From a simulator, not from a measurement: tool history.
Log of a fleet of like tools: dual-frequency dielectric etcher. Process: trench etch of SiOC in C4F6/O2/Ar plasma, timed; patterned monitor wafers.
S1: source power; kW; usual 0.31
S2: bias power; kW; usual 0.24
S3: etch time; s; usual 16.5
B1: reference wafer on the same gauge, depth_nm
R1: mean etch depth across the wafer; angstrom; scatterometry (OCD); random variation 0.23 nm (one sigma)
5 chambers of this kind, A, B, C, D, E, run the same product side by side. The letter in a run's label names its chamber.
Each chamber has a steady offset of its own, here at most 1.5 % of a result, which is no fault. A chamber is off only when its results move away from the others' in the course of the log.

run    day    S1     S2    S3      B1      R1
 1C  0.192  0.31   0.24  16.5  30.605  341.93
 2B  0.483  0.31   0.24  16.5  30.543  339.78
 3D  0.817  0.31   0.24  16.5  30.638   348.1
 4E  1.079  0.31   0.24  16.5  30.663  345.47
 5A  1.429  0.31   0.24  16.5  30.565  342.38
 6E  1.608  0.33   0.24  16.5  30.582  352.33
 7D    1.8  0.33   0.24  16.5  30.639  353.71
     1.838  -- chamber E: source power generator calibrated
 8B  1.967  0.33   0.24  16.5  30.599  353.96
 9A  2.283  0.33   0.24  16.5  30.609  343.87
10C  2.483  0.33   0.24  16.5  30.582  346.49
11B  2.642  0.31   0.24  16.5    30.6  341.13
12D  2.817  0.31   0.24  16.5  30.573   352.1
13A  2.992  0.31   0.24  16.5  30.562  344.92
14E  3.225  0.31   0.24  16.5  30.609  341.01
15C  3.379  0.31   0.24  16.5  30.563  345.84
16E  3.667  0.31  0.277  16.5  30.561  361.11
17A  3.975  0.31  0.277  16.5  30.598  362.69
18D  4.188  0.31  0.277  16.5   30.57  364.74
19C  4.417  0.31  0.277  16.5  30.578  365.94
20B  4.612  0.31  0.277  16.5  30.644  357.13
21D  4.875  0.31   0.24  16.5  30.588  347.24
22E  5.154  0.31   0.24  16.5  30.604  342.94
23B  5.317  0.31   0.24  16.5   30.55  339.64
24C  5.504  0.31   0.24  16.5  30.598   347.7
25A  5.779  0.31   0.24  16.5  30.568  341.22
26A  5.975  0.31   0.24  16.5  30.582  340.11
27E  6.125  0.31   0.24  16.5   30.67  342.99
28B  6.412  0.31  0.183  16.5  30.609  313.28
29D   6.65  0.31  0.183  16.5  30.578  318.82
30C      7  0.31  0.183  16.5  30.581  323.28
31D  7.179  0.31  0.183  16.5  30.649  315.63
32E  7.496  0.31  0.183  16.5  30.613   316.2
33A  7.817  0.31  0.187  16.5  30.629  315.68
34C  8.017  0.31  0.187  16.5  30.538  329.18
     8.171  -- chamber B: wet clean of the chamber
35B  8.246  0.31  0.187  16.5  30.589  313.77
36B  8.533  0.31  0.187  16.5  30.601  313.54
37A  8.875  0.31  0.187  16.5  30.595  308.12
38D  9.167  0.31   0.24  16.5  30.613  343.02

All 5 chambers run these settings next. Forecast each chamber's results:
39A  9.421  0.31  0.24  16.5       ?
39B  9.421  0.31  0.24  16.5       ?
39C  9.421  0.31  0.24  16.5       ?
39D  9.421  0.31  0.24  16.5       ?
39E  9.421  0.31  0.24  16.5       ?

run      R1
39A  339.59
39B  341.13
39C  367.79
39D   350.6
39E   341.1

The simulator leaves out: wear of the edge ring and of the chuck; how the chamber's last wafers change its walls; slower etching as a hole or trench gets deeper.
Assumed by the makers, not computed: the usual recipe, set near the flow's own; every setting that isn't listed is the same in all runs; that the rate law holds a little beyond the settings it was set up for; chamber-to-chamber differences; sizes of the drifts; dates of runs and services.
